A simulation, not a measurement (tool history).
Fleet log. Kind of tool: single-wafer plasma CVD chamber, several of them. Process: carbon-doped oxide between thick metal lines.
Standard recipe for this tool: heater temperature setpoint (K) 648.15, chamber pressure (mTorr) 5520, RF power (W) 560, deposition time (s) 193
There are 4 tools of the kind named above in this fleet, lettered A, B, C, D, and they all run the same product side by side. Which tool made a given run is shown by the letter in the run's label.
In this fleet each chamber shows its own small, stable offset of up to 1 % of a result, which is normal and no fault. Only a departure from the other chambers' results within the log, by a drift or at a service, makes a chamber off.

| run | day | heater temperature setpoint (K) | chamber pressure (mTorr) | RF power (W) | deposition time (s) | hours since the last thermocouple change | hours since the last RF generator calibration | hours since the last manometer calibration | read-back reference wafer on the same gauge, thickness_nm | mean film thickness on the monitor wafer (angstrom) |
|---|---|---|---|---|---|---|---|---|---|---|
| 1C | 0.271 | 648.15 | 5520 | 560 | 193 | 1392.6 | 1702.2 | 2577.6 | 1184.6 | 9915.6 |
|  | 0.429 | chamber C: capacitance manometer re-zeroed and calibrated |
| 2A | 0.55 | 648.15 | 5520 | 560 | 193 | 1579.2 | 718.1 | 520.2 | 1184.6 | 10037 |
| 3B | 0.888 | 648.15 | 5520 | 560 | 193 | 1747.5 | 1033.8 | 936.4 | 1184.5 | 10006 |
| 4D | 1.246 | 648.15 | 5520 | 560 | 193 | 611.4 | 1329.8 | 1884.6 | 1184.5 | 9960.5 |
| 5A | 1.604 | 648.15 | 5520 | 560 | 193 | 1604.5 | 743.4 | 545.5 | 1184.4 | 10012 |
| 6B | 2.008 | 648.15 | 5520 | 560 | 193 | 1774.4 | 1060.7 | 963.3 | 1183.5 | 9970.2 |
| 7D | 2.3 | 648.15 | 5520 | 560 | 193 | 636.7 | 1355.1 | 1909.9 | 1184.1 | 9953.9 |
| 8C | 2.525 | 638.15 | 5520 | 560 | 221 | 1446.7 | 1756.3 | 50.3 | 1183.8 | 11577 |
| 9D | 2.725 | 638.15 | 5520 | 560 | 221 | 646.9 | 1365.3 | 1920.1 | 1183.7 | 11635 |
| 10A | 3.012 | 638.15 | 5520 | 560 | 221 | 1638.3 | 777.2 | 579.3 | 1183 | 11700 |
| 11C | 3.383 | 638.15 | 5520 | 560 | 221 | 1467.3 | 1776.9 | 70.9 | 1183 | 11577 |
| 12B | 3.708 | 648.15 | 5520 | 560 | 193 | 1815.2 | 1101.5 | 1004.1 | 1183.2 | 9989.2 |
| 13C | 3.988 | 648.15 | 5520 | 560 | 193 | 1481.8 | 1791.4 | 85.4 | 1183.1 | 9897.1 |
| 14A | 4.4 | 648.15 | 5520 | 560 | 193 | 1671.6 | 810.5 | 612.6 | 1182.9 | 10011 |
| 15D | 4.633 | 648.15 | 5520 | 560 | 193 | 692.7 | 1411.1 | 1965.9 | 1182.4 | 9931.9 |
| 16B | 4.842 | 648.15 | 5520 | 560 | 193 | 1842.4 | 1128.7 | 1031.3 | 1182.5 | 9971.6 |
| 17D | 5.142 | 648.15 | 5520 | 560 | 193 | 704.9 | 1423.3 | 1978.1 | 1182.2 | 9958.9 |
| 18B | 5.383 | 648.15 | 5520 | 560 | 193 | 1855.4 | 1141.7 | 1044.3 | 1182 | 9983.5 |
|  | 5.638 | chamber C: thermocouple changed; heater temperature recalibrated |
| 19A | 5.725 | 648.15 | 5520 | 560 | 193 | 1703.4 | 842.3 | 644.4 | 1182.2 | 10013 |
| 20C | 5.992 | 648.15 | 5520 | 560 | 193 | 8.6 | 1839.5 | 133.5 | 1182 | 9881.2 |
| 21B | 6.2 | 648.15 | 5520 | 560 | 193 | 1875 | 1161.3 | 1063.9 | 1181.7 | 9970.4 |
| 22A | 6.6 | 648.15 | 5520 | 560 | 193 | 1724.4 | 863.3 | 665.4 | 1181.4 | 10012 |
| 23C | 6.854 | 648.15 | 5520 | 560 | 193 | 29.3 | 1860.2 | 154.2 | 1180.8 | 9868.2 |
| 24D | 7.088 | 648.15 | 5520 | 560 | 193 | 751.6 | 1470 | 2024.8 | 1181.3 | 9941.6 |
| 25C | 7.367 | 648.15 | 5520 | 560 | 193 | 41.6 | 1872.5 | 166.5 | 1181 | 9881.1 |
| 26B | 7.55 | 648.15 | 5520 | 560 | 193 | 1907.4 | 1193.7 | 1096.3 | 1181.4 | 9979.8 |
| 27A | 7.85 | 648.15 | 5520 | 560 | 193 | 1754.4 | 893.3 | 695.4 | 1180.7 | 9965.6 |
| 28D | 8.267 | 648.15 | 5520 | 560 | 193 | 779.9 | 1498.3 | 2053.1 | 1180.8 | 9913.6 |
| 29A | 8.488 | 648.15 | 5520 | 560 | 193 | 1769.7 | 908.6 | 710.7 | 1180.8 | 9995.5 |
| 30D | 8.892 | 648.15 | 5520 | 560 | 193 | 794.9 | 1513.3 | 2068.1 | 1180.3 | 9948.4 |
| 31B | 9.142 | 648.15 | 5520 | 560 | 193 | 1945.6 | 1231.9 | 1134.5 | 1180.4 | 9955.9 |
| 32C | 9.442 | 648.15 | 5520 | 560 | 193 | 91.4 | 1922.3 | 216.3 | 1179.6 | 9870.1 |
| 33B | 9.654 | 648.15 | 5520 | 560 | 193 | 1957.9 | 1244.2 | 1146.8 | 1179.7 | 9955.7 |
| 34D | 10.025 | 648.15 | 5520 | 560 | 193 | 822.1 | 1540.5 | 2095.3 | 1180 | 9932.2 |
| 35C | 10.217 | 648.15 | 5520 | 560 | 193 | 110 | 1940.9 | 234.9 | 1179.4 | 9869 |
| 36A | 10.4 | 648.15 | 5520 | 560 | 193 | 1815.6 | 954.5 | 756.6 | 1179.4 | 9986.9 |
| 37A | 10.796 | 648.15 | 5520 | 560 | 193 | 1825.1 | 964 | 766.1 | 1179.2 | 9986.3 |
| 38B | 11.221 | 648.15 | 5520 | 560 | 193 | 1995.5 | 1281.8 | 1184.4 | 1179.4 | 9930.3 |
| 39D | 11.421 | 648.15 | 5520 | 560 | 193 | 855.6 | 1574 | 2128.8 | 1178.8 | 9894.1 |
| 40C | 11.758 | 648.15 | 5520 | 560 | 193 | 147 | 1977.9 | 271.9 | 1178.7 | 9865.3 |
| 41C | 12.179 | 648.15 | 4390 | 560 | 222 | 157.1 | 1988 | 282 | 1178.9 | 10943 |
| 42D | 12.446 | 648.15 | 4390 | 560 | 222 | 880.2 | 1598.6 | 2153.4 | 1178.8 | 10976 |
| 43A | 12.867 | 648.15 | 4390 | 560 | 222 | 1874.8 | 1013.7 | 815.8 | 1178.2 | 11069 |

All 4 chambers run these settings next. Forecast each chamber's results:
| 44A | 13.171 | 648.15 | 5520 | 560 | 219 |  |  |  |  | ? |
| 44B | 13.171 | 648.15 | 5520 | 560 | 219 |  |  |  |  | ? |
| 44C | 13.171 | 648.15 | 5520 | 560 | 219 |  |  |  |  | ? |
| 44D | 13.171 | 648.15 | 5520 | 560 | 219 |  |  |  |  | ? |

| run | mean film thickness on the monitor wafer (angstrom) |
|---|---|
| 44A | 11311 |
| 44B | 11291 |
| 44C | 11180 |
| 44D | 11268 |
